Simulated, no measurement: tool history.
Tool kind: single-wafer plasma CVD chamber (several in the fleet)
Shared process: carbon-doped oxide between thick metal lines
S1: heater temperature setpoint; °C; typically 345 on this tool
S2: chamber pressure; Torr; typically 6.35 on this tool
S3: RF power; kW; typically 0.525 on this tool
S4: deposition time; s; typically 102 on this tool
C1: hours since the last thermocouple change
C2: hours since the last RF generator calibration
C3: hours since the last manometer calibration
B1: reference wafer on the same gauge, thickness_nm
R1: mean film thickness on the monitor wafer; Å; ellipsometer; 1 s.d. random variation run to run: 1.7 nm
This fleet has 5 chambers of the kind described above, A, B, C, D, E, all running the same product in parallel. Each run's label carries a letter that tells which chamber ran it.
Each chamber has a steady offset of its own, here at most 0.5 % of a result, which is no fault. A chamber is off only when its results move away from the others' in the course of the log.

run,hour,S1,S2,S3,S4,C1,C2,C3,B1,R1
1E,11.5,345,6.35,0.525,102,811.7,233.3,442.9,651.26,5532.1
2A,23.7,345,6.35,0.525,102,1416.2,1236.6,683.6,651.35,5551.1
3D,32.6,345,6.35,0.525,102,2545,354.8,222.7,650.62,5574
4B,45.6,345,6.35,0.525,102,275.7,1257.1,1579.4,651.37,5552.5
5C,54.9,345,6.35,0.525,102,202.6,581.7,1369.2,651.2,5568.8
6C,66.5,345,6.35,0.525,102,214.2,593.3,1380.8,651.18,5562
7E,73.6,345,6.35,0.525,102,873.8,295.4,505,650.92,5503.7
8B,82.3,345,6.35,0.525,102,312.4,1293.8,1616.1,651.06,5559.9
9A,94.2,345,6.35,0.525,102,1486.7,1307.1,754.1,651.2,5536.9
10D,106.3,345,6.35,0.525,102,2618.7,428.5,296.4,651.13,5577.5
11C,115.1,345,6.35,0.525,102,262.8,641.9,1429.4,650.47,5565.1
# hour 119.8: chamber A: RF generator calibrated
12B,128.3,345,6.35,0.525,102,358.4,1339.8,1662.1,651.31,5536.8
13D,140.5,345,6.35,0.525,102,2652.9,462.7,330.6,650.85,5547.3
14A,148.5,345,6.35,0.6,102,1541,28.8,808.4,651.19,6021
15E,157.7,345,6.35,0.6,102,957.9,379.5,589.1,650.9,5978.3
16D,164.5,345,6.35,0.6,102,2676.9,486.7,354.6,651.03,6005.6
17B,172.5,345,6.35,0.6,102,402.6,1384,1706.3,650.83,6004.2
18A,185.8,345,6.35,0.6,102,1578.3,66.1,845.7,651.02,6026.2
19C,197.9,345,6.35,0.525,102,345.6,724.7,1512.2,651.08,5596.9
20E,206.3,345,6.35,0.525,102,1006.5,428.1,637.7,651.53,5526.9
21A,216.8,345,6.35,0.525,102,1609.3,97.1,876.7,651.23,5573
22C,229.4,345,6.35,0.525,102,377.1,756.2,1543.7,651.52,5580.4
23D,235.7,345,6.35,0.525,102,2748.1,557.9,425.8,650.71,5530.1
24B,247.2,345,6.35,0.525,102,477.3,1458.7,1781,650.31,5595.6
25E,259.4,345,6.35,0.525,102,1059.6,481.2,690.8,650.8,5548
26B,266,345,6.35,0.525,102,496.1,1477.5,1799.8,651.26,5566.6
27C,277.9,345,6.35,0.525,102,425.6,804.7,1592.2,650.9,5549.4
28D,288.6,345,6.35,0.525,102,2801,610.8,478.7,651.02,5548.3
# hour 295.2: chamber D: thermocouple changed; heater temperature recalibrated
29E,295.3,345,6.35,0.525,102,1095.5,517.1,726.7,651.27,5507.2
30A,306.5,345,6.35,0.525,102,1699,186.8,966.4,651,5572.4
31E,317.1,345,6.35,0.525,86,1117.3,538.9,748.5,651.36,4661.8
32A,325.8,345,6.35,0.525,86,1718.3,206.1,985.7,650.53,4697.1
33C,333,345,6.35,0.525,86,480.7,859.8,1647.3,650.81,4678.5
34D,341.7,345,6.35,0.525,86,46.5,663.9,531.8,650.64,4679.9
35B,354.3,345,6.35,0.525,86,584.4,1565.8,1888.1,651.26,4701.6
# hour 363.2: chamber C: capacitance manometer re-zeroed and calibrated
36A,364.2,345,6.35,0.525,102,1756.7,244.5,1024.1,650.61,5560.2
37D,376.4,345,6.35,0.525,102,81.2,698.6,566.5,651.12,5561.6
38B,387.6,345,6.35,0.525,102,617.7,1599.1,1921.4,651.51,5576.3
39E,394.7,345,6.35,0.525,102,1194.9,616.5,826.1,651,5542
40C,405.4,345,6.35,0.525,102,553.1,932.2,42.2,651.25,5531.5
41B,411.7,345,6.35,0.525,102,641.8,1623.2,1945.5,651.05,5552.7
42E,421.3,345,6.35,0.525,102,1221.5,643.1,852.7,651.09,5544.4

For the next run the whole fleet of 5 chambers uses the same settings. Give each chamber's results:
43A,431.2,345,6.35,0.525,102,,,,,?
43B,431.2,345,6.35,0.525,102,,,,,?
43C,431.2,345,6.35,0.525,102,,,,,?
43D,431.2,345,6.35,0.525,102,,,,,?
43E,431.2,345,6.35,0.525,102,,,,,?

run,R1
43A,5547
43B,5545.2
43C,5578.2
43D,5554.1
43E,5545.2
